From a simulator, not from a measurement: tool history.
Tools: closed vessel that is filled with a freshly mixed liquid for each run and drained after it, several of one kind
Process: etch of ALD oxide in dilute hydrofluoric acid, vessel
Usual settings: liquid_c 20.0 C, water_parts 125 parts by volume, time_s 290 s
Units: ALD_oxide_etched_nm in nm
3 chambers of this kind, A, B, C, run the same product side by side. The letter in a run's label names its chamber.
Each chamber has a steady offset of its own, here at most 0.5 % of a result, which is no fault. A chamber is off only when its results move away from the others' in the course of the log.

run	day	liquid_c	water_parts	time_s	read-back film thickness of the ALD oxide reference wafer, read on the same gauge (nm)	ALD_oxide_etched_nm
1A	0.138	20.0	125	290	109.99	33.841
2B	0.388	20.0	125	290	110.01	33.969
3C	0.658	20.0	125	290	109.98	34.897
4A	0.829	20.0	125	290	110.01	34.187
5C	1.004	20.0	125	290	110.01	34.998
6B	1.221	20.0	125	290	110.01	33.464
7B	1.425	20.0	125	290	109.99	33.459
8A	1.642	20.0	125	290	109.99	33.968
9C	1.875	20.0	125	290	109.98	34.587
10A	2.154	20.0	125	290	110.02	34.512
11C	2.329	20.0	125	290	110.00	35.134
12B	2.550	20.0	125	290	110.03	34.195
13B	2.817	20.0	125	290	110.02	33.945
14A	3.025	17.0	125	160	109.99	16.538
15C	3.292	17.0	125	160	110.00	17.302
16A	3.508	17.0	125	160	110.01	16.652
17C	3.779	20.0	125	290	110.01	35.644
18B	3.946	20.0	125	290	109.98	34.023
19B	4.167	20.0	125	290	110.01	33.802
20C	4.350	20.0	125	290	109.99	36.490
21A	4.625	20.0	125	290	110.02	34.358
22C	4.767	24.5	100	290	110.04	56.796
23B	4.996	24.5	100	290	109.99	53.614
24A	5.204	24.5	100	290	109.97	53.872
25A	5.388	20.0	125	290	110.04	34.816
26C	5.533	20.0	125	290	109.98	37.089
27B	5.771	20.0	125	290	109.99	34.302
28B	6.017	20.0	125	290	109.99	34.089
29C	6.258	20.0	125	290	110.00	37.063
30A	6.396	20.0	125	290	110.00	34.564

All 3 chambers run these settings next. Forecast each chamber's results:
31A	6.600	20.0	125	290		?
31B	6.600	20.0	125	290		?
31C	6.600	20.0	125	290		?

run	ALD_oxide_etched_nm
31A	34.011
31B	34.153
31C	37.874

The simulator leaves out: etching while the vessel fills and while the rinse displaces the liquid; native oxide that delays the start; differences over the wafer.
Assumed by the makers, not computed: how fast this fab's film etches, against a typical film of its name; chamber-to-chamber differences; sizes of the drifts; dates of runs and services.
